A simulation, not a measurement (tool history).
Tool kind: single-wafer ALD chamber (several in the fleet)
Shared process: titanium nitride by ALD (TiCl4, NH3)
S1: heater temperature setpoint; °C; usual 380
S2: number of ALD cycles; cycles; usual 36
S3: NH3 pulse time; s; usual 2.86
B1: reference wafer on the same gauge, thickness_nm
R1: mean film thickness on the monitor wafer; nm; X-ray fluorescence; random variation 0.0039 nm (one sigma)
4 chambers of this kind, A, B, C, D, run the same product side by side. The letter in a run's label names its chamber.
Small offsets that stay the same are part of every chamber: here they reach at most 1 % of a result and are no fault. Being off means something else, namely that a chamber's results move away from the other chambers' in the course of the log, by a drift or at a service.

{"run": "1A", "hour": 10.1, "S1": 380, "S2": 36, "S3": 2.86, "B1": 0.9464, "R1": 0.7928}
{"run": "2D", "hour": 24.8, "S1": 380, "S2": 36, "S3": 2.86, "B1": 0.94638, "R1": 0.79239}
{"run": "3B", "hour": 39.3, "S1": 380, "S2": 36, "S3": 2.86, "B1": 0.94618, "R1": 0.7955}
{"run": "4C", "hour": 46.7, "S1": 380, "S2": 36, "S3": 2.86, "B1": 0.94496, "R1": 0.79318}
{"run": "5C", "hour": 59.5, "S1": 380, "S2": 36, "S3": 2.86, "B1": 0.94732, "R1": 0.79614}
{"run": "6D", "hour": 68.4, "S1": 380, "S2": 36, "S3": 2.86, "B1": 0.94494, "R1": 0.799}
{"run": "7B", "hour": 83.4, "S1": 380, "S2": 36, "S3": 2.86, "B1": 0.9455, "R1": 0.79739}
{"hour": 88.3, "done": "chamber B: thermocouple changed; heater temperature recalibrated"}
{"run": "8A", "hour": 99.2, "S1": 380, "S2": 36, "S3": 2.86, "B1": 0.94549, "R1": 0.79854}
{"run": "9A", "hour": 114.7, "S1": 380, "S2": 36, "S3": 2.86, "B1": 0.94619, "R1": 0.78886}
{"run": "10C", "hour": 127.9, "S1": 380, "S2": 36, "S3": 2.86, "B1": 0.94596, "R1": 0.7879}
{"run": "11D", "hour": 142.9, "S1": 380, "S2": 36, "S3": 2.86, "B1": 0.94649, "R1": 0.79431}
{"run": "12B", "hour": 154.3, "S1": 390, "S2": 36, "S3": 1.94, "B1": 0.94547, "R1": 0.79445}
{"run": "13D", "hour": 165.0, "S1": 390, "S2": 36, "S3": 1.94, "B1": 0.94709, "R1": 0.79028}
{"run": "14A", "hour": 177.9, "S1": 390, "S2": 36, "S3": 1.94, "B1": 0.94683, "R1": 0.78588}
{"run": "15B", "hour": 186.1, "S1": 390, "S2": 36, "S3": 1.94, "B1": 0.94633, "R1": 0.79244}
{"run": "16C", "hour": 201.6, "S1": 380, "S2": 36, "S3": 2.86, "B1": 0.94631, "R1": 0.79643}
{"run": "17D", "hour": 212.8, "S1": 380, "S2": 36, "S3": 2.86, "B1": 0.94596, "R1": 0.80271}
{"run": "18C", "hour": 219.7, "S1": 380, "S2": 36, "S3": 2.86, "B1": 0.94627, "R1": 0.79635}
{"run": "19A", "hour": 230.9, "S1": 380, "S2": 36, "S3": 2.86, "B1": 0.94513, "R1": 0.78395}
{"run": "20B", "hour": 241.1, "S1": 380, "S2": 36, "S3": 2.86, "B1": 0.9452, "R1": 0.79708}
{"run": "21B", "hour": 252.3, "S1": 380, "S2": 36, "S3": 2.86, "B1": 0.94706, "R1": 0.79528}
{"run": "22A", "hour": 265.3, "S1": 380, "S2": 36, "S3": 2.86, "B1": 0.94533, "R1": 0.79186}
{"run": "23D", "hour": 277.6, "S1": 380, "S2": 36, "S3": 2.86, "B1": 0.94577, "R1": 0.79187}
{"run": "24C", "hour": 289.7, "S1": 380, "S2": 36, "S3": 2.86, "B1": 0.94647, "R1": 0.78971}
{"run": "25A", "hour": 303.8, "S1": 391, "S2": 36, "S3": 2.86, "B1": 0.94692, "R1": 0.80426}
{"run": "26B", "hour": 314.3, "S1": 391, "S2": 36, "S3": 2.86, "B1": 0.94721, "R1": 0.81495}
{"run": "27D", "hour": 327.5, "S1": 391, "S2": 36, "S3": 2.86, "B1": 0.94485, "R1": 0.80852}
{"run": "28C", "hour": 336.5, "S1": 391, "S2": 36, "S3": 2.86, "B1": 0.94568, "R1": 0.79744}
{"run": "29A", "hour": 351.2, "S1": 380, "S2": 43, "S3": 2.1, "B1": 0.94581, "R1": 0.92834}
{"run": "30C", "hour": 365.4, "S1": 380, "S2": 43, "S3": 2.1, "B1": 0.94564, "R1": 0.94013}
{"run": "31D", "hour": 379.3, "S1": 380, "S2": 43, "S3": 2.1, "B1": 0.94731, "R1": 0.93477}
{"run": "32B", "hour": 387.7, "S1": 380, "S2": 43, "S3": 2.1, "B1": 0.94575, "R1": 0.93159}
{"run": "33D", "hour": 401.8, "S1": 380, "S2": 36, "S3": 2.86, "B1": 0.9469, "R1": 0.7956}
{"run": "34C", "hour": 412.7, "S1": 380, "S2": 36, "S3": 2.86, "B1": 0.94558, "R1": 0.7898}
{"run": "35A", "hour": 425.6, "S1": 380, "S2": 36, "S3": 2.86, "B1": 0.9473, "R1": 0.78894}
{"run": "36B", "hour": 440.2, "S1": 373, "S2": 40, "S3": 2.86, "B1": 0.94586, "R1": 0.89287}
{"run": "37A", "hour": 454.3, "S1": 373, "S2": 40, "S3": 2.86, "B1": 0.947, "R1": 0.87794}
{"run": "38D", "hour": 464.5, "S1": 373, "S2": 40, "S3": 2.86, "B1": 0.94572, "R1": 0.87526}
{"run": "39B", "hour": 472.0, "S1": 373, "S2": 40, "S3": 2.86, "B1": 0.94496, "R1": 0.87656}
{"run": "40C", "hour": 483.4, "S1": 389, "S2": 41, "S3": 2.86, "B1": 0.94648, "R1": 0.90769}
{"run": "41D", "hour": 492.0, "S1": 389, "S2": 41, "S3": 2.86, "B1": 0.94478, "R1": 0.91427}
{"run": "42B", "hour": 506.4, "S1": 389, "S2": 41, "S3": 2.86, "B1": 0.94473, "R1": 0.91714}
{"run": "43A", "hour": 515.4, "S1": 389, "S2": 41, "S3": 2.86, "B1": 0.94496, "R1": 0.90965}
{"run": "44C", "hour": 530.5, "S1": 380, "S2": 36, "S3": 2.86, "B1": 0.94554, "R1": 0.78671}

Next, all 4 chambers run the settings below, one line each with question marks for the results. What does each chamber give?
{"run": "45A", "hour": 541.9, "S1": 380, "S2": 40, "S3": 2.86, "R1": "?"}
{"run": "45B", "hour": 541.9, "S1": 380, "S2": 40, "S3": 2.86, "R1": "?"}
{"run": "45C", "hour": 541.9, "S1": 380, "S2": 40, "S3": 2.86, "R1": "?"}
{"run": "45D", "hour": 541.9, "S1": 380, "S2": 40, "S3": 2.86, "R1": "?"}

run=45A R1=0.87678
run=45B R1=0.89201
run=45C R1=0.8777
run=45D R1=0.88754
